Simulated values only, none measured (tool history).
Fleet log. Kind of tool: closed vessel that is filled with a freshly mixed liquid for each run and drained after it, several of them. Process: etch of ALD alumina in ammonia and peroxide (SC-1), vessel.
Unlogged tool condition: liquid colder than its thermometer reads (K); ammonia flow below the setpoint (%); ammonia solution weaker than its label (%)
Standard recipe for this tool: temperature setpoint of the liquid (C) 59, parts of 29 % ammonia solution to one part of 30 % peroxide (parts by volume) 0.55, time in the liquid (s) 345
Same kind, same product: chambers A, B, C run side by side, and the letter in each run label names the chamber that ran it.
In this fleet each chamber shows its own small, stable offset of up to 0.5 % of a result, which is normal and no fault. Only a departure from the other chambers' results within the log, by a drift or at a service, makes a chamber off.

run	hour	temperature setpoint of the liquid (C)	parts of 29 % ammonia solution to one part of 30 % peroxide (parts by volume)	time in the liquid (s)	hours since the thermometer was replaced	hours since the ammonia flow meter was replaced	hours since the drum of ammonia solution was connected	read-back film thickness of the ALD alumina reference wafer, read on the same gauge (nm)	thickness taken off the ALD alumina on a monitor wafer (angstrom)
1B	4.4	59	0.55	345	920.6	481.7	10.3	149.99	201.12
2A	8.2	59	0.55	345	1830.1	564.4	177.9	150.03	201.31
3C	12.4	59	0.55	345	255.1	2230.1	430.2	150.01	201.22
4B	18.7	59	0.55	345	934.9	496	24.6	149.98	200.57
5C	23.4	53.5	0.55	450	266.1	2241.1	441.2	149.96	198.16
6A	27.1	53.5	0.55	450	1849	583.3	196.8	149.99	194.72
7C	32.6	53.5	0.55	450	275.3	2250.3	450.4	149.98	196.55
8A	37.5	59	0.55	345	1859.4	593.7	207.2	150.01	200.39
9B	41.7	59	0.55	345	957.9	519	47.6	150.03	196.74
10A	45.1	59	0.55	345	1867	601.3	214.8	149.99	201.49
11C	49.5	59	0.55	345	292.2	2267.2	467.3	149.99	200.84
12B	56.1	59	0.55	345	972.3	533.4	62	150	195.52
13A	59.2	59	0.55	345	1881.1	615.4	228.9	149.99	199.69
14C	63.2	59	0.55	345	305.9	2280.9	481	149.99	200.62
15B	67.5	59	0.55	345	983.7	544.8	73.4	149.97	194.62
16C	74.4	68	0.3	345	317.1	2292.1	492.2	150	297.55
17A	78	68	0.3	345	1899.9	634.2	247.7	150	300.2
18B	84.9	68	0.3	345	1001.1	562.2	90.8	150.01	285.4
19A	89.7	59	0.55	530	1911.6	645.9	259.4	149.98	312.69
# hour 92.2: chamber C: ammonia flow meter replaced
20B	93.4	59	0.55	530	1009.6	570.7	99.3	149.99	291.24
21C	98.7	59	0.55	530	341.4	6.6	516.5	149.99	311.09

One chamber off, gauge drift, or nothing amiss beyond the chambers' own small offsets? If it is a chamber, which one, and what is the likeliest cause?

One chamber, B, drifts off from the rest bit by bit.
What lies behind it: liquid colder than its thermometer reads (K) = 1.1.

Which of the 4 candidates below, each the usual settings with something changed and its results left as question marks, puts chamber B back in line with what the other chambers give on the usual settings?
In-line tolerance around the mean of the other chambers on the usual settings: thickness taken off the ALD alumina on a monitor wafer (angstrom) 3.2
22B-1	103.7	58.5	0.55	335					?
22B-2	103.7	59	0.95	345					?
22B-3	103.7	59.5	0.55	345					?
22B-4	103.7	58.5	0.55	345					?

What the other chambers average on the usual settings: thickness taken off the ALD alumina on a monitor wafer (angstrom) 200.86
run	thickness taken off the ALD alumina on a monitor wafer (angstrom)
22B-1	178.98
22B-2	199.47
22B-3	194.38
22B-4	184.32
22B-2 puts the chamber back in line with the other chambers.
